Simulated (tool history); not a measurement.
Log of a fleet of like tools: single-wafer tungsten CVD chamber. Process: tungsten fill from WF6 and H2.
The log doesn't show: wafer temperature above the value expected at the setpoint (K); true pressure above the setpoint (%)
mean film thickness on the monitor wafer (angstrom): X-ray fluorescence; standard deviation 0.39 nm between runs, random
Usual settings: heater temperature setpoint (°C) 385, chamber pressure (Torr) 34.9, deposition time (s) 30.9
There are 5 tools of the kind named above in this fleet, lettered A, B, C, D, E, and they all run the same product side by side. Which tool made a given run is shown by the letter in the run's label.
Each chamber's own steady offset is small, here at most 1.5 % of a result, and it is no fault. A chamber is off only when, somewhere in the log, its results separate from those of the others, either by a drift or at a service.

run   hour  heater temperature setpoint (°C)  chamber pressure (Torr)  deposition time (s)  hours since the last thermocouple change  hours since the last manometer calibration  read-back reference wafer on the same gauge, thickness_nm  mean film thickness on the monitor wafer (angstrom)
 1A   14.7                               385                     34.9                 30.9                                    1690.1                                      1192.2                                                     74.312                                               726.84
 2E   21.4                               385                     34.9                 30.9                                    2823.5                                        68.3                                                     74.483                                               725.45
 3D   29.8                               385                     34.9                 30.9                                    1630.4                                       541.3                                                     74.459                                               725.53
 4B   37.6                               385                     34.9                 30.9                                     579.6                                       218.7                                                     74.468                                               713.02
 5C     46                               385                     34.9                 30.9                                    1196.9                                       762.9                                                      74.54                                               729.78
 6E   58.5                               385                     34.9                 30.9                                    2860.6                                       105.4                                                     74.349                                               720.59
 7C   65.1                               385                     34.9                 30.9                                      1216                                         782                                                     74.414                                               729.23
 8D   76.8                               385                     34.9                 30.9                                    1677.4                                       588.3                                                     74.394                                               733.84
 9B   86.8                               385                     34.9                 30.9                                     628.8                                       267.9                                                     74.453                                               722.59
        88  -- chamber D: thermocouple changed; heater temperature recalibrated
10A   97.3                               371                     34.9                 28.1                                    1772.7                                      1274.8                                                     74.543                                               492.96
11A  110.1                               371                     34.9                 28.1                                    1785.5                                      1287.6                                                     74.528                                               498.36
12E  119.4                               371                     34.9                 28.1                                    2921.5                                       166.3                                                     74.393                                               504.07
       125  -- chamber E: thermocouple changed; heater temperature recalibrated
13B  130.6                               371                     34.9                 28.1                                     672.6                                       311.7                                                     74.428                                               486.19
14C  139.9                               371                     34.9                 28.1                                    1290.8                                       856.8                                                     74.385                                               499.74
15D  148.4                               385                     34.9                 30.9                                      60.5                                       659.9                                                     74.344                                               724.84
16E  158.7                               397                     28.6                 30.9                                      33.8                                       205.6                                                     74.426                                               903.72
17C  170.7                               397                     28.6                 30.9                                    1321.6                                       887.6                                                     74.517                                               837.13
18B  177.4                               397                     28.6                 30.9                                     719.4                                       358.5                                                     74.338                                               829.67
19D  189.8                               397                     28.6                 30.9                                     101.9                                       701.3                                                     74.388                                               835.42
20A  201.8                               397                     28.6                 30.9                                    1877.2                                      1379.3                                                       74.4                                               831.38
21D    212                               391                     39.1                 30.9                                     124.1                                       723.5                                                     74.398                                               859.56
22C  227.1                               391                     39.1                 30.9                                      1378                                         944                                                     74.428                                               866.78
23E  239.6                               391                     39.1                 30.9                                     114.7                                       286.5                                                      74.33                                               925.92
24B    250                               391                     39.1                 30.9                                       792                                       431.1                                                     74.449                                               853.58
25A  260.2                               391                     39.1                 30.9                                    1935.6                                      1437.7                                                     74.439                                               857.86
26D  272.3                               385                     34.9                 30.9                                     184.4                                       783.8                                                     74.378                                               726.64
     275.1  -- chamber A: thermocouple changed; heater temperature recalibrated
27E  285.5                               385                     34.9                 30.9                                     160.6                                       332.4                                                     74.333                                               787.99
28B    295                               385                     34.9                 30.9                                       837                                       476.1                                                     74.379                                               723.67
29A  301.6                               385                     28.2                 28.6                                      26.6                                      1479.1                                                     74.495                                               603.37
30C  308.8                               385                     28.2                 28.6                                    1459.7                                      1025.7                                                     74.413                                               609.69
31E  319.7                               385                     28.2                 28.6                                     194.8                                       366.6                                                     74.431                                               657.08
32C    329                               385                     28.2                 28.6                                    1479.9                                      1045.9                                                     74.461                                               610.89

All 5 chambers run these settings next. Forecast each chamber's results:
33A  339.9                               373                     34.9                 30.9                                                                                                                                                                                                     ?
33B  339.9                               373                     34.9                 30.9                                                                                                                                                                                                     ?
33C  339.9                               373                     34.9                 30.9                                                                                                                                                                                                     ?
33D  339.9                               373                     34.9                 30.9                                                                                                                                                                                                     ?
33E  339.9                               373                     34.9                 30.9                                                                                                                                                                                                     ?

run  mean film thickness on the monitor wafer (angstrom)
33A                                               564.51
33B                                                560.9
33C                                               573.83
33D                                               573.77
33E                                               618.36
